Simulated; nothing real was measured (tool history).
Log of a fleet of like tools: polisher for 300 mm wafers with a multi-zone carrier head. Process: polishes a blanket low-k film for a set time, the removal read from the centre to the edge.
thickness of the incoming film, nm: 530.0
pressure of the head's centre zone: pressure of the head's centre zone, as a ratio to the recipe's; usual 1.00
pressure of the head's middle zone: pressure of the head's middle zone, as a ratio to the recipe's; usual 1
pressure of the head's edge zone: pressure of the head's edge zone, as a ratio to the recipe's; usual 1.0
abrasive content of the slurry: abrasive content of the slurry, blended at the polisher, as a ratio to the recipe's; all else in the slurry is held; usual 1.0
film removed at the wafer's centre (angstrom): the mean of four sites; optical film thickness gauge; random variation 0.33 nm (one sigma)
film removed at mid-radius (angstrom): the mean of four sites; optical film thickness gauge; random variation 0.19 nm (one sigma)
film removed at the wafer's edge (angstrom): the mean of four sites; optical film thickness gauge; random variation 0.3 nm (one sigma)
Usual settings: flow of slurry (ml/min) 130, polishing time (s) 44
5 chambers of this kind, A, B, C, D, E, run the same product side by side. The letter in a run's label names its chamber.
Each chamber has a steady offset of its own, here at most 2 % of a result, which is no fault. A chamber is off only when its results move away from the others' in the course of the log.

| run | day | flow of slurry (ml/min) | pressure of the head's centre zone | pressure of the head's middle zone | pressure of the head's edge zone | abrasive content of the slurry | polishing time (s) | film removed at the wafer's centre (angstrom) | film removed at mid-radius (angstrom) | film removed at the wafer's edge (angstrom) |
|---|---|---|---|---|---|---|---|---|---|---|
|  | 0.021 | chamber E: centre zone pressure recalibrated |
| 1E | 0.200 | 130 | 1.00 | 1 | 1.0 | 1.0 | 44 | 253.37 | 252.00 | 254.74 |
| 2D | 0.492 | 130 | 1.00 | 1 | 1.0 | 1.0 | 44 | 253.97 | 248.79 | 247.66 |
|  | 0.721 | chamber A: worn pad replaced by a new one |
| 3C | 0.750 | 130 | 1.00 | 1 | 1.0 | 1.0 | 44 | 255.59 | 247.51 | 246.12 |
| 4A | 1.033 | 130 | 1.00 | 1 | 1.0 | 1.0 | 44 | 254.06 | 252.31 | 262.87 |
| 5B | 1.188 | 130 | 1.00 | 1 | 0.9 | 1.0 | 44 | 246.69 | 249.82 | 237.72 |
| 6C | 1.433 | 130 | 1.00 | 1 | 0.9 | 1.0 | 44 | 252.39 | 250.15 | 234.57 |
|  | 1.600 | chamber D: worn pad replaced by a new one |
| 7E | 1.733 | 130 | 1.00 | 1 | 0.9 | 1.0 | 44 | 249.04 | 254.46 | 236.72 |
|  | 1.738 | chamber B: edge zone pressure recalibrated |
|  | 1.875 | chamber C: worn pad replaced by a new one |
| 8B | 1.929 | 130 | 1.00 | 1 | 0.9 | 1.0 | 44 | 243.63 | 250.73 | 235.53 |
| 9D | 2.129 | 130 | 1.00 | 1 | 0.9 | 1.0 | 44 | 246.63 | 251.26 | 236.05 |
| 10A | 2.354 | 170 | 1.00 | 1 | 1.0 | 1.1 | 44 | 280.89 | 279.03 | 279.10 |
| 11A | 2.533 | 170 | 1.00 | 1 | 1.0 | 1.1 | 44 | 278.61 | 274.05 | 273.84 |
| 12B | 2.712 | 170 | 1.00 | 1 | 1.0 | 1.1 | 44 | 276.34 | 273.91 | 277.14 |
|  | 2.725 | chamber E: worn pad replaced by a new one |
|  | 2.850 | chamber A: worn pad replaced by a new one |
| 13C | 2.925 | 170 | 1.00 | 1 | 1.0 | 1.1 | 44 | 279.53 | 271.74 | 265.98 |
| 14D | 3.246 | 170 | 1.00 | 1 | 1.0 | 1.1 | 44 | 277.88 | 278.37 | 276.05 |
| 15E | 3.475 | 130 | 1.00 | 1 | 1.0 | 1.0 | 44 | 247.39 | 243.76 | 246.48 |
|  | 3.562 | chamber B: worn pad replaced by a new one |
| 16D | 3.679 | 130 | 1.00 | 1 | 1.0 | 1.0 | 44 | 251.62 | 248.68 | 256.94 |
| 17E | 4.004 | 130 | 1.00 | 1 | 1.0 | 1.0 | 44 | 241.52 | 242.62 | 245.87 |
|  | 4.121 | chamber C: worn pad replaced by a new one |
|  | 4.200 | chamber D: worn pad replaced by a new one |
| 18B | 4.275 | 130 | 1.00 | 1 | 1.0 | 1.0 | 44 | 250.45 | 250.39 | 252.53 |
| 19A | 4.554 | 130 | 1.00 | 1 | 1.0 | 1.0 | 44 | 249.05 | 251.71 | 259.06 |
|  | 4.617 | chamber A: worn pad replaced by a new one |
| 20C | 4.862 | 130 | 1.00 | 1 | 1.0 | 1.0 | 44 | 248.08 | 248.39 | 249.25 |
|  | 5.038 | chamber A: slurry nozzle cleaned |
| 21E | 5.146 | 130 | 1.00 | 1 | 1.0 | 1.0 | 44 | 238.66 | 240.45 | 242.31 |
| 22B | 5.317 | 130 | 1.00 | 1 | 1.0 | 1.0 | 44 | 249.56 | 252.39 | 247.04 |
| 23C | 5.483 | 90 | 0.93 | 1 | 1.0 | 1.0 | 44 | 205.43 | 225.54 | 236.37 |
|  | 5.612 | chamber E: worn pad replaced by a new one |
|  | 5.746 | chamber C: edge zone pressure recalibrated |
| 24A | 5.754 | 90 | 0.93 | 1 | 1.0 | 1.0 | 44 | 209.02 | 227.11 | 244.57 |
| 25D | 5.958 | 90 | 0.93 | 1 | 1.0 | 1.0 | 44 | 207.58 | 229.08 | 229.98 |
| 26E | 6.225 | 90 | 0.93 | 1 | 1.0 | 1.0 | 44 | 187.73 | 210.52 | 224.13 |
|  | 6.279 | chamber C: worn pad replaced by a new one |
| 27D | 6.412 | 90 | 0.93 | 1 | 1.0 | 1.0 | 44 | 202.76 | 227.83 | 236.62 |
|  | 6.592 | chamber A: worn pad replaced by a new one |
| 28A | 6.629 | 130 | 1.00 | 1 | 1.0 | 1.0 | 44 | 250.89 | 254.01 | 253.29 |
|  | 6.650 | chamber D: worn pad replaced by a new one |
| 29B | 6.912 | 130 | 1.00 | 1 | 1.0 | 1.0 | 44 | 248.97 | 251.83 | 251.48 |
| 30C | 7.075 | 130 | 1.00 | 1 | 1.0 | 1.0 | 44 | 250.57 | 247.83 | 253.23 |
|  | 7.100 | chamber B: worn pad replaced by a new one |
| 31E | 7.250 | 130 | 1.00 | 1 | 1.0 | 1.0 | 44 | 232.16 | 230.79 | 234.47 |
| 32C | 7.408 | 130 | 1.00 | 1 | 1.0 | 1.0 | 44 | 254.33 | 248.60 | 247.42 |
| 33B | 7.567 | 130 | 1.00 | 1 | 1.0 | 1.0 | 44 | 246.91 | 251.87 | 249.46 |
| 34A | 7.758 | 130 | 1.00 | 1 | 1.0 | 1.0 | 44 | 257.02 | 249.67 | 250.75 |
| 35D | 7.942 | 130 | 1.00 | 1 | 1.0 | 1.0 | 44 | 250.94 | 252.08 | 249.35 |
| 36E | 8.138 | 130 | 1.00 | 1 | 1.0 | 1.0 | 44 | 220.58 | 229.82 | 235.79 |
|  | 8.362 | chamber C: worn pad replaced by a new one |
| 37D | 8.421 | 110 | 1.00 | 1 | 1.0 | 1.0 | 44 | 239.28 | 242.38 | 242.79 |
|  | 8.617 | chamber A: worn pad replaced by a new one |
| 38B | 8.721 | 110 | 1.00 | 1 | 1.0 | 1.0 | 44 | 239.03 | 239.53 | 239.85 |
| 39C | 8.921 | 110 | 1.00 | 1 | 1.0 | 1.0 | 44 | 241.98 | 237.46 | 238.79 |
| 40A | 9.242 | 110 | 1.00 | 1 | 1.0 | 1.0 | 44 | 243.11 | 245.73 | 245.53 |
| 41B | 9.529 | 110 | 1.00 | 1 | 1.0 | 1.0 | 44 | 238.47 | 240.31 | 242.90 |

Is one chamber off against the others, does the gauge drift, or is nothing wrong? If a chamber is off, say which, and what the likeliest cause is.

Chamber E drifts away from the others.
Cause: slurry flow missing at the pad, % = 37.7.

Here are 4 candidates for chamber E's next run, each the usual settings with a change, their results left as question marks. Which one brings its results back in line with what the others give on the usual settings?
In line means no further than this from the other chambers' mean on the usual settings: film removed at the wafer's centre (angstrom) 12.00; film removed at mid-radius (angstrom) 6.60; film removed at the wafer's edge (angstrom) 11.00
| 42E-1 | 9.775 | 115 | 0.96 | 0.98 | 1.02 | 0.95 | 39 | ? | ? | ? |
| 42E-2 | 9.775 | 120 | 0.98 | 0.99 | 1.01 | 0.95 | 41 | ? | ? | ? |
| 42E-3 | 9.775 | 140 | 1.02 | 1.02 | 0.98 | 1.05 | 47 | ? | ? | ? |
| 42E-4 | 9.775 | 145 | 1.04 | 1.03 | 0.97 | 1.05 | 49 | ? | ? | ? |

The other chambers' mean on the usual settings: film removed at the wafer's centre (angstrom) 249.84; film removed at mid-radius (angstrom) 250.55; film removed at the wafer's edge (angstrom) 251.10
| run | film removed at the wafer's centre (angstrom) | film removed at mid-radius (angstrom) | film removed at the wafer's edge (angstrom) |
|---|---|---|---|
| 42E-1 | 171.70 | 179.81 | 193.62 |
| 42E-2 | 188.14 | 193.82 | 204.49 |
| 42E-3 | 250.92 | 251.91 | 249.79 |
| 42E-4 | 270.64 | 267.88 | 260.87 |
42E-3 brings the chamber back in line.

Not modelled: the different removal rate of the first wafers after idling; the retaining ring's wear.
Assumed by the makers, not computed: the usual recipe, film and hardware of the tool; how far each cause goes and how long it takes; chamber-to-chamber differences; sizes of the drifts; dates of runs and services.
